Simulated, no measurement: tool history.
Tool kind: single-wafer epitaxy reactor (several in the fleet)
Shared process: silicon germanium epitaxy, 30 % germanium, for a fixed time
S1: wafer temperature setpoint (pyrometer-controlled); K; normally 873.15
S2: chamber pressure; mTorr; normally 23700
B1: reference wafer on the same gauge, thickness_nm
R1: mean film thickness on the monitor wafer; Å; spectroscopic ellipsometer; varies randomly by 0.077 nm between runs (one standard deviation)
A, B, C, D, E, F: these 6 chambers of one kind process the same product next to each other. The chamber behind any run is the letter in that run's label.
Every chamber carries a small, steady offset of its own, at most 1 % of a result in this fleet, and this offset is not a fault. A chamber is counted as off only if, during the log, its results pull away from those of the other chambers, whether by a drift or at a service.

run	hour	S1	S2	B1	R1
1E	6	873.15	23700	58.096	637.13
2F	11	873.15	23700	58.092	628.14
3B	18.8	873.15	23700	58.073	635.39
4D	27.1	873.15	23700	58.067	634.83
5C	35.8	873.15	23700	58.069	624.83
6A	44.2	873.15	23700	58.064	630.17
7B	49.8	873.15	23700	58.027	634.05
8E	56	873.15	23700	58.05	635.87
9C	63.4	873.15	27100	58.028	659.2
10F	71.8	873.15	27100	58.015	661.53
11A	76.2	873.15	27100	57.997	664.12
12D	82.1	873.15	27100	57.992	665.72
13B	90.4	873.15	27100	57.997	668.58
14A	100	873.15	27100	57.991	665.1
15E	106.9	873.15	23700	57.965	634.99
16F	113.2	873.15	23700	57.948	627.18
17C	119.6	873.15	23700	57.961	624.24
18D	123.8	873.15	23700	57.948	631.53
19E	129.1	873.15	23700	57.961	636.1
20B	137.5	873.15	23700	57.946	632.95
21C	142.9	873.15	23700	57.934	623.17
22D	151.6	873.15	23700	57.943	632.12
23A	158.6	873.15	23700	57.934	629.64
24F	168	873.15	23700	57.908	625.95
25F	174.3	873.15	23700	57.886	626.55
26D	183	873.15	23700	57.883	631.88
27A	188.7	873.15	23700	57.879	628.33
28C	193.5	873.15	23700	57.878	623.56
29B	202	873.15	23700	57.893	631.57
30E	209.4	873.15	23700	57.859	633.61
31E	216.1	873.15	23700	57.856	634.31
32F	221	873.15	23700	57.834	624.86
33C	225.3	873.15	23700	57.833	622.45
34B	234.1	873.15	23700	57.843	633.11
35A	242.6	873.15	23700	57.832	627.62
36D	248.9	873.15	23700	57.825	630.7

What goes on in this fleet: one chamber off, a drifting gauge, or nothing beyond the chambers' own small offsets? Name the chamber and the cause, if any.

Every chamber seems to shift together because the gauge that measures them all drifts; the chambers themselves are fine.
What lies behind it: gauge reads low (%) = 0.504.
